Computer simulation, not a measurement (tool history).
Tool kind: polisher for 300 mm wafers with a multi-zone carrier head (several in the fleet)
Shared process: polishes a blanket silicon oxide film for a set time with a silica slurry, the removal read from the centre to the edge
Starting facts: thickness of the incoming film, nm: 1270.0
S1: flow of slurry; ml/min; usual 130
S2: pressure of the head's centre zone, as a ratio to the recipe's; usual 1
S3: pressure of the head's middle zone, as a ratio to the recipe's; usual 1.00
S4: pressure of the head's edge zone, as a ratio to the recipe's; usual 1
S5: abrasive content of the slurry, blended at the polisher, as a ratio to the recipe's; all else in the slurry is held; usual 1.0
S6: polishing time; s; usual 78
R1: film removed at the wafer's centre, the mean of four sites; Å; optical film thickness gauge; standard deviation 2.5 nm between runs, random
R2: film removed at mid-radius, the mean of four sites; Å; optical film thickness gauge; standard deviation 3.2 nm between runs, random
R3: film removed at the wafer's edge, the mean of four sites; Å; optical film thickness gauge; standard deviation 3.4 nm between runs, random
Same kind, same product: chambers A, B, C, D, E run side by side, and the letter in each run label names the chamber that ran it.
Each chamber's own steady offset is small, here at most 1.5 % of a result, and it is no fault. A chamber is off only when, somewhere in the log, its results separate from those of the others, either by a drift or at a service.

| run | hour | S1 | S2 | S3 | S4 | S5 | S6 | R1 | R2 | R3 |
|---|---|---|---|---|---|---|---|---|---|---|
| 1B | 4.1 | 130 | 1 | 1.00 | 1 | 1.0 | 78 | 3216.0 | 3272.3 | 3204.2 |
| 2A | 8.6 | 130 | 1 | 1.00 | 1 | 1.0 | 78 | 3248.1 | 3242.4 | 3240.6 |
|  | 11.0 | chamber C: centre zone pressure recalibrated |
| 3C | 12.1 | 130 | 1 | 1.00 | 1 | 1.0 | 78 | 3272.9 | 3232.6 | 3157.7 |
| 4E | 14.9 | 130 | 1 | 1.00 | 1 | 1.0 | 78 | 3214.6 | 3202.4 | 3217.9 |
| 5D | 19.4 | 130 | 1 | 1.00 | 1 | 1.0 | 78 | 3168.4 | 3133.2 | 3221.0 |
| 6A | 22.5 | 130 | 1 | 1.00 | 1 | 1.0 | 78 | 3199.9 | 3214.0 | 3223.1 |
| 7E | 25.0 | 130 | 1 | 1.00 | 1 | 1.0 | 78 | 3172.5 | 3204.1 | 3214.3 |
| 8C | 29.2 | 130 | 1 | 1.00 | 1 | 1.0 | 78 | 3212.2 | 3241.8 | 3090.6 |
|  | 31.4 | chamber B: worn pad replaced by a new one |
| 9B | 33.5 | 130 | 1 | 1.00 | 1 | 1.0 | 78 | 3252.6 | 3202.6 | 3201.5 |
| 10D | 38.4 | 130 | 1 | 1.00 | 1 | 1.0 | 78 | 3148.9 | 3179.8 | 3166.4 |
|  | 39.2 | chamber E: worn pad replaced by a new one |
|  | 41.0 | chamber E: slurry nozzle cleaned |
| 11C | 41.0 | 105 | 1 | 0.89 | 1 | 1.0 | 78 | 2979.1 | 2719.2 | 3045.3 |
| 12D | 43.8 | 105 | 1 | 0.89 | 1 | 1.0 | 78 | 2956.4 | 2720.5 | 3108.3 |
| 13E | 46.1 | 105 | 1 | 0.89 | 1 | 1.0 | 78 | 3010.3 | 2781.8 | 3064.6 |
|  | 47.2 | chamber C: worn pad replaced by a new one |
| 14B | 50.4 | 105 | 1 | 0.89 | 1 | 1.0 | 78 | 3097.6 | 2765.0 | 3091.9 |
| 15A | 52.6 | 105 | 1 | 0.89 | 1 | 1.0 | 78 | 3025.3 | 2758.7 | 3129.3 |
|  | 55.1 | chamber A: worn pad replaced by a new one |
|  | 55.5 | chamber E: edge zone pressure recalibrated |
|  | 56.7 | chamber D: worn pad replaced by a new one |
| 16C | 56.8 | 130 | 1 | 1.00 | 1 | 1.0 | 78 | 3230.0 | 3177.1 | 3225.2 |
| 17A | 59.4 | 130 | 1 | 1.00 | 1 | 1.0 | 78 | 3244.5 | 3252.1 | 3241.0 |
| 18B | 61.8 | 130 | 1 | 1.00 | 1 | 1.0 | 78 | 3242.4 | 3215.2 | 3177.7 |
|  | 62.8 | chamber B: edge zone pressure recalibrated |
|  | 63.4 | chamber E: centre zone pressure recalibrated |
| 19E | 66.5 | 130 | 1 | 1.00 | 1 | 1.0 | 78 | 3580.7 | 3247.0 | 3222.2 |
| 20D | 70.6 | 130 | 1 | 1.00 | 1 | 1.0 | 78 | 3170.5 | 3248.3 | 3205.0 |
| 21E | 74.3 | 130 | 1 | 1.00 | 1 | 1.0 | 78 | 3569.1 | 3197.4 | 3275.2 |
| 22C | 76.7 | 130 | 1 | 1.00 | 1 | 1.0 | 78 | 3222.1 | 3226.5 | 3222.8 |
| 23B | 81.6 | 130 | 1 | 1.00 | 1 | 1.0 | 78 | 3200.1 | 3199.4 | 3221.9 |
| 24D | 86.7 | 130 | 1 | 1.00 | 1 | 1.0 | 78 | 3133.9 | 3172.5 | 3171.4 |
| 25A | 89.8 | 130 | 1 | 1.00 | 1 | 1.0 | 78 | 3255.4 | 3149.0 | 3181.6 |
|  | 92.7 | chamber B: worn pad replaced by a new one |
| 26A | 93.9 | 130 | 1 | 1.00 | 1 | 1.0 | 78 | 3257.7 | 3241.8 | 3282.0 |
|  | 98.5 | chamber E: worn pad replaced by a new one |
| 27C | 98.9 | 130 | 1 | 1.00 | 1 | 1.0 | 78 | 3278.5 | 3170.6 | 3172.9 |
| 28E | 102.5 | 130 | 1 | 1.00 | 1 | 1.0 | 78 | 3541.5 | 3230.4 | 3283.4 |
| 29D | 107.6 | 130 | 1 | 1.00 | 1 | 1.0 | 78 | 3182.9 | 3251.2 | 3172.5 |
| 30B | 110.7 | 130 | 1 | 1.00 | 1 | 1.0 | 78 | 3250.2 | 3238.6 | 3201.5 |
|  | 112.7 | chamber A: worn pad replaced by a new one |
| 31C | 113.7 | 130 | 1 | 1.00 | 1 | 1.0 | 78 | 3206.2 | 3183.3 | 3207.7 |
| 32E | 117.2 | 175 | 1 | 1.00 | 1 | 1.3 | 78 | 4231.2 | 3793.6 | 3808.5 |
| 33B | 121.6 | 175 | 1 | 1.00 | 1 | 1.3 | 78 | 3845.0 | 3862.8 | 3757.3 |
|  | 122.3 | chamber D: centre zone pressure recalibrated |
| 34A | 126.1 | 175 | 1 | 1.00 | 1 | 1.3 | 78 | 3823.2 | 3833.1 | 3774.3 |
| 35D | 129.5 | 175 | 1 | 1.00 | 1 | 1.3 | 78 | 3795.6 | 3812.4 | 3663.5 |
| 36C | 133.4 | 175 | 1 | 1.00 | 1 | 1.3 | 78 | 3819.8 | 3768.2 | 3685.9 |

Is one chamber off against the others, does the gauge drift, or is nothing wrong? If a chamber is off, say which, and what the likeliest cause is.

Chamber E came out of a service off from its peers and stayed that way.
What lies behind it: centre zone's pressure above its setpoint, % = 10.5.

Which of the 4 candidates below, each the usual settings with something changed and its results left as question marks, puts chamber E back in line with what the other chambers give on the usual settings?
In line means no further than this from the other chambers' mean on the usual settings: R1 87.0 Å; R2 110.0 Å; R3 120.0 Å
| 37E-1 | 137.1 | 125 | 0.92 | 1.03 | 1.02 | 1.0 | 77 | ? | ? | ? |
| 37E-2 | 137.1 | 125 | 0.96 | 1.01 | 1.01 | 1.0 | 77 | ? | ? | ? |
| 37E-3 | 137.1 | 135 | 1.08 | 0.97 | 0.98 | 1.0 | 79 | ? | ? | ? |
| 37E-4 | 137.1 | 135 | 1.04 | 0.99 | 0.99 | 1.0 | 79 | ? | ? | ? |

On the usual settings, the other chambers give on average: R1 3204.0 Å; R2 3209.1 Å; R3 3198.1 Å
| run | R1 | R2 | R3 |
|---|---|---|---|
| 37E-1 | 3195.5 | 3247.5 | 3212.6 |
| 37E-2 | 3346.6 | 3187.9 | 3196.8 |
| 37E-3 | 3975.9 | 3202.0 | 3269.2 |
| 37E-4 | 3817.9 | 3264.2 | 3285.7 |
The right change is 37E-1: it brings the chamber back within the allowed miss of the others.

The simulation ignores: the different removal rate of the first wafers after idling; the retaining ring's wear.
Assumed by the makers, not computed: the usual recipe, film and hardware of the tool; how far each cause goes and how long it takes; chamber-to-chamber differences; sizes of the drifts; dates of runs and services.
